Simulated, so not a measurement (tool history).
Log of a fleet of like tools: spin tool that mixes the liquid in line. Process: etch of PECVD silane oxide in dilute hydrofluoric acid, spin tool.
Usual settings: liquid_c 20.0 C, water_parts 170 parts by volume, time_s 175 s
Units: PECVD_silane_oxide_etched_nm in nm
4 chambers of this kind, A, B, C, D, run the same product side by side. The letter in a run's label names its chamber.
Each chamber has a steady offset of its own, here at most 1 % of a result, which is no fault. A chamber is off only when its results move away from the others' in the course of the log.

run	hour	liquid_c	water_parts	time_s	read-back film thickness of the PECVD silane oxide reference wafer, read on the same gauge (nm)	PECVD_silane_oxide_etched_nm
1A	3.4	20.0	170	175	49.986	17.727
2D	6.7	20.0	170	175	49.986	18.018
3B	11.4	20.0	170	175	50.027	17.425
4C	15.8	20.0	170	175	50.026	17.696
5C	18.1	20.0	170	175	49.998	17.855
6D	21.9	20.0	170	175	50.011	17.934
7B	24.8	20.0	170	175	49.970	17.317
8A	29.0	20.0	170	175	49.987	17.877
9A	33.5	20.0	170	175	50.015	17.513
10B	37.8	20.0	170	175	49.987	17.560
11D	42.3	17.5	170	275	49.973	25.640
12C	46.8	17.5	170	275	49.995	25.523
13C	50.2	17.5	170	275	49.999	25.228
# hour 52.1: chamber A: thermometer replaced
14A	52.7	17.5	170	275	49.981	25.093
15B	55.0	20.0	170	175	50.001	17.574
16D	59.2	20.0	170	175	50.010	18.264
17C	63.2	23.0	170	130	49.993	14.840
18A	68.1	23.0	170	130	49.990	14.874
19D	70.7	23.0	170	130	49.994	15.238
20B	74.7	23.0	170	130	50.002	14.646
21B	78.5	23.0	215	175	49.992	14.863
22A	82.3	23.0	215	175	50.000	14.891
23D	87.1	23.0	215	175	50.007	15.709
24C	90.3	23.0	215	175	50.009	14.915
25D	95.3	20.0	170	175	50.015	18.710
26B	99.3	20.0	170	175	50.015	17.447
27C	103.0	20.0	170	175	50.000	17.679
28A	107.9	20.0	170	175	49.994	17.925
29C	112.1	20.0	170	175	50.012	17.841
30A	116.4	20.0	170	175	50.031	17.754
31B	120.2	17.0	170	175	49.992	15.508
32D	122.7	17.0	170	175	50.001	16.661
33B	127.5	17.0	170	175	49.973	15.695
34A	129.8	17.0	170	175	49.994	15.816
35D	133.3	20.0	130	115	49.993	16.902
36C	137.5	20.0	130	115	50.008	15.903
37C	140.6	20.0	130	115	49.998	16.024
38B	145.2	20.0	130	115	49.989	15.696
39A	147.5	20.0	170	175	49.998	17.775
40D	150.2	20.0	170	175	50.012	19.041
41A	155.4	20.0	170	175	49.986	17.619
42C	157.9	20.0	170	175	49.998	17.745
43D	161.7	20.0	170	175	49.996	19.227
44B	166.7	20.0	170	175	50.001	17.369

All 4 chambers run these settings next. Forecast each chamber's results:
45A	170.5	17.5	170	175		?
45B	170.5	17.5	170	175		?
45C	170.5	17.5	170	175		?
45D	170.5	17.5	170	175		?

run	PECVD_silane_oxide_etched_nm
45A	16.197
45B	15.849
45C	16.047
45D	17.490

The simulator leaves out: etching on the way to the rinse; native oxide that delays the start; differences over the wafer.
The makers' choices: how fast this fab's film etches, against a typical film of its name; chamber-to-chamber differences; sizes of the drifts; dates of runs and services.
